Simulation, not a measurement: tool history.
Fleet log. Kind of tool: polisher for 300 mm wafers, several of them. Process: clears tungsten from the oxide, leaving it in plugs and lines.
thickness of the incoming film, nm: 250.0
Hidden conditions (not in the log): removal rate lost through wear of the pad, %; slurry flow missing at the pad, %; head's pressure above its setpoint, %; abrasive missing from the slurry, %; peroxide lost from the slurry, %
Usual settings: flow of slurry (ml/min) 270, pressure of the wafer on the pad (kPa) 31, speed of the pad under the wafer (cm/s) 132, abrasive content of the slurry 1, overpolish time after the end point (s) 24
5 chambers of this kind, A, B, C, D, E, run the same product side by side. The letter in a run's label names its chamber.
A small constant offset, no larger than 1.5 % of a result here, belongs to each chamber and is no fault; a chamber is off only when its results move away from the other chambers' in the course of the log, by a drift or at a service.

| run | hour | flow of slurry (ml/min) | pressure of the wafer on the pad (kPa) | speed of the pad under the wafer (cm/s) | abrasive content of the slurry | overpolish time after the end point (s) | wafers polished on this pad | hours since the slurry nozzle was cleaned | hours since the head pressure was calibrated | hours since the slurry blender was calibrated | hours since the slurry got fresh peroxide | time until the end point was called (s) |
|---|---|---|---|---|---|---|---|---|---|---|---|---|
|  | 0.1 | chamber B: worn pad replaced by a new one |
| 1C | 7.3 | 270 | 31 | 132 | 1 | 24 | 345 | 601.8 | 249 | 13.7 | 7.6 | 31.776 |
| 2B | 14.1 | 270 | 31 | 132 | 1 | 24 | 210 | 65.6 | 338.5 | 184.5 | 37.4 | 32.248 |
|  | 22.8 | chamber D: slurry blender recalibrated |
| 3D | 23.4 | 270 | 31 | 132 | 1 | 24 | 374 | 275 | 541.1 | 0.7 | 38.4 | 31.508 |
| 4A | 28.5 | 270 | 31 | 132 | 1 | 24 | 754 | 148.2 | 571.4 | 104.4 | 122.6 | 31.909 |
| 5E | 39.7 | 270 | 31 | 132 | 1 | 24 | 1271 | 175.9 | 1195.1 | 143.1 | 51.8 | 31.202 |
| 6C | 48.4 | 270 | 34.5 | 168 | 1 | 24 | 960 | 642.9 | 290.1 | 54.8 | 48.7 | 22.508 |
|  | 48.9 | chamber E: worn pad replaced by a new one |
|  | 54.2 | chamber B: slurry tank refilled with fresh slurry and peroxide |
|  | 57.8 | chamber C: worn pad replaced by a new one |
| 7A | 58.3 | 270 | 34.5 | 168 | 1 | 24 | 1201 | 178 | 601.2 | 134.2 | 152.4 | 21.771 |
|  | 59.7 | chamber D: worn pad replaced by a new one |
| 8E | 66.2 | 270 | 34.5 | 168 | 1 | 24 | 259 | 202.4 | 1221.6 | 169.6 | 78.3 | 21.697 |
|  | 75.5 | chamber B: worn pad replaced by a new one |
| 9D | 77.6 | 270 | 34.5 | 168 | 1 | 24 | 268 | 329.2 | 595.3 | 54.9 | 92.6 | 22.408 |
|  | 79.2 | chamber D: slurry tank refilled with fresh slurry and peroxide |
|  | 81.3 | chamber A: worn pad replaced by a new one |
|  | 84.9 | chamber C: slurry tank refilled with fresh slurry and peroxide |
| 10B | 86.5 | 270 | 34.5 | 168 | 1 | 24 | 165 | 138 | 410.9 | 256.9 | 32.4 | 22.895 |
|  | 89.1 | chamber A: slurry tank refilled with fresh slurry and peroxide |
| 11D | 97.9 | 360 | 31 | 176 | 1 | 24 | 571 | 349.5 | 615.6 | 75.2 | 18.8 | 23.355 |
|  | 105.1 | chamber C: slurry nozzle cleaned |
| 12E | 108.8 | 360 | 31 | 176 | 1 | 24 | 897 | 245 | 1264.2 | 212.2 | 120.9 | 22.918 |
| 13A | 118.9 | 360 | 31 | 176 | 1 | 24 | 564 | 238.6 | 661.8 | 194.8 | 29.9 | 22.978 |
| 14C | 126 | 360 | 31 | 176 | 1 | 24 | 1021 | 21 | 367.7 | 132.4 | 41.1 | 23.156 |
|  | 129 | chamber C: worn pad replaced by a new one |
|  | 131 | chamber D: worn pad replaced by a new one |
| 15B | 131.1 | 360 | 31 | 176 | 1 | 24 | 833 | 182.6 | 455.5 | 301.5 | 77 | 23.735 |
| 16D | 139.3 | 270 | 31 | 148 | 1 | 24 | 125 | 390.9 | 657 | 116.6 | 60.2 | 28.534 |
| 17E | 145 | 270 | 31 | 148 | 1 | 24 | 1439 | 281.2 | 1300.4 | 248.4 | 157.1 | 28.496 |
|  | 147.7 | chamber E: worn pad replaced by a new one |
|  | 148.2 | chamber B: slurry blender recalibrated |
|  | 148.3 | chamber B: worn pad replaced by a new one |
|  | 152.6 | chamber B: slurry tank refilled with fresh slurry and peroxide |
| 18C | 155.1 | 270 | 31 | 148 | 1 | 24 | 391 | 50.1 | 396.8 | 161.5 | 70.2 | 28.173 |
|  | 161.2 | chamber E: slurry tank refilled with fresh slurry and peroxide |
|  | 162.9 | chamber A: worn pad replaced by a new one |
| 19A | 163.4 | 270 | 31 | 148 | 1 | 24 | 8 | 283.1 | 706.3 | 239.3 | 74.4 | 27.76 |
|  | 164.3 | chamber C: slurry tank refilled with fresh slurry and peroxide |
|  | 167.1 | chamber D: slurry tank refilled with fresh slurry and peroxide |
| 20B | 169.2 | 270 | 31 | 148 | 1 | 24 | 313 | 220.7 | 493.6 | 21.1 | 16.6 | 28.389 |
| 21B | 179.8 | 270 | 31 | 132 | 1 | 24 | 472 | 231.3 | 504.2 | 31.7 | 27.2 | 32.019 |
| 22E | 189.3 | 270 | 31 | 132 | 1 | 24 | 624 | 325.5 | 1344.7 | 292.7 | 28.2 | 31.56 |
| 23A | 194.6 | 180 | 31 | 132 | 1 | 24 | 475 | 314.3 | 737.5 | 270.5 | 105.6 | 33.284 |
| 24D | 202.5 | 180 | 31 | 132 | 1 | 24 | 1071 | 454.1 | 720.2 | 179.8 | 35.4 | 33.745 |
|  | 206.1 | chamber D: worn pad replaced by a new one |
|  | 211.3 | chamber C: worn pad replaced by a new one |
| 25C | 213.4 | 180 | 31 | 132 | 1 | 24 | 32 | 108.4 | 455.1 | 219.8 | 49.1 | 33.633 |
| 26B | 224.7 | 180 | 31 | 132 | 1 | 24 | 1144 | 276.2 | 549.1 | 76.6 | 72.1 | 33.08 |
| 27E | 230.8 | 180 | 31 | 132 | 1 | 24 | 1245 | 367 | 1386.2 | 334.2 | 69.7 | 32.682 |
|  | 233.1 | chamber E: worn pad replaced by a new one |
|  | 233.8 | chamber D: head pressure recalibrated |
| 28A | 236 | 270 | 31 | 132 | 1 | 24 | 1095 | 355.7 | 778.9 | 311.9 | 147 | 31.496 |
|  | 236.2 | chamber E: slurry nozzle cleaned |
|  | 236.3 | chamber B: worn pad replaced by a new one |
| 29C | 244.1 | 270 | 31 | 132 | 1 | 24 | 491 | 139.1 | 485.8 | 250.5 | 79.8 | 32.119 |
|  | 245.2 | chamber C: slurry tank refilled with fresh slurry and peroxide |
|  | 251.1 | chamber B: slurry tank refilled with fresh slurry and peroxide |
|  | 251.4 | chamber D: slurry tank refilled with fresh slurry and peroxide |
| 30D | 254 | 270 | 31 | 132 | 1 | 24 | 718 | 505.6 | 20.2 | 231.3 | 2.7 | 29.395 |
| 31A | 262.2 | 270 | 31 | 132 | 1 | 24 | 1487 | 381.9 | 805.1 | 338.1 | 173.2 | 31.291 |
|  | 267 | chamber A: worn pad replaced by a new one |
| 32C | 267.9 | 270 | 31 | 132 | 1 | 24 | 848 | 162.9 | 509.6 | 274.3 | 22.8 | 32.003 |
| 33E | 274.2 | 270 | 31 | 132 | 1 | 24 | 616 | 38 | 1429.6 | 377.6 | 113.1 | 31.673 |
|  | 279.4 | chamber A: slurry tank refilled with fresh slurry and peroxide |
|  | 280.6 | chamber D: worn pad replaced by a new one |
| 34B | 282.8 | 270 | 31 | 132 | 1 | 24 | 696 | 334.3 | 607.2 | 134.7 | 31.7 | 32.104 |
|  | 288.1 | chamber E: slurry blender recalibrated |
| 35D | 289.2 | 270 | 31 | 132 | 1 | 24 | 129 | 540.8 | 55.4 | 266.5 | 37.9 | 29.757 |
|  | 292.1 | chamber C: worn pad replaced by a new one |
| 36B | 297.9 | 270 | 31 | 132 | 1 | 24 | 922 | 349.4 | 622.3 | 149.8 | 46.8 | 32.319 |
| 37D | 303.4 | 270 | 31 | 132 | 1 | 24 | 342 | 555 | 69.6 | 280.7 | 52.1 | 29.473 |
|  | 307.5 | chamber B: worn pad replaced by a new one |
| 38C | 309.7 | 270 | 31 | 132 | 1 | 24 | 264 | 204.7 | 551.4 | 316.1 | 64.6 | 31.853 |
|  | 319.5 | chamber E: worn pad replaced by a new one |
| 39A | 321 | 270 | 31 | 132 | 1 | 24 | 809 | 440.7 | 863.9 | 396.9 | 41.6 | 31.502 |
|  | 328.4 | chamber A: slurry blender recalibrated |
|  | 328.7 | chamber B: slurry tank refilled with fresh slurry and peroxide |
|  | 329.4 | chamber D: slurry tank refilled with fresh slurry and peroxide |
| 40E | 330.9 | 270 | 31 | 132 | 1 | 24 | 171 | 94.7 | 1486.3 | 42.8 | 169.8 | 31.373 |
| 41E | 337.3 | 270 | 31 | 132 | 1 | 24 | 267 | 101.1 | 1492.7 | 49.2 | 176.2 | 31.69 |
|  | 346.3 | chamber A: worn pad replaced by a new one |
| 42A | 346.3 | 270 | 31 | 132 | 1 | 24 | 1 | 466 | 889.2 | 18 | 66.9 | 31.806 |
| 43B | 354.2 | 270 | 31 | 132 | 1 | 24 | 699 | 405.7 | 678.6 | 206.1 | 25.6 | 31.822 |
| 44D | 359.7 | 270 | 31 | 132 | 1 | 24 | 1185 | 611.3 | 125.9 | 337 | 30.3 | 29.474 |

Each of the 5 chambers runs these same settings next. Fill in every chamber's results:
| 45A | 368.2 | 270 | 31 | 132 | 1 | 24 |  |  |  |  |  | ? |
| 45B | 368.2 | 270 | 31 | 132 | 1 | 24 |  |  |  |  |  | ? |
| 45C | 368.2 | 270 | 31 | 132 | 1 | 24 |  |  |  |  |  | ? |
| 45D | 368.2 | 270 | 31 | 132 | 1 | 24 |  |  |  |  |  | ? |
| 45E | 368.2 | 270 | 31 | 132 | 1 | 24 |  |  |  |  |  | ? |

| run | time until the end point was called (s) |
|---|---|
| 45A | 31.002 |
| 45B | 32.205 |
| 45C | 32.229 |
| 45D | 29.518 |
| 45E | 31.464 |
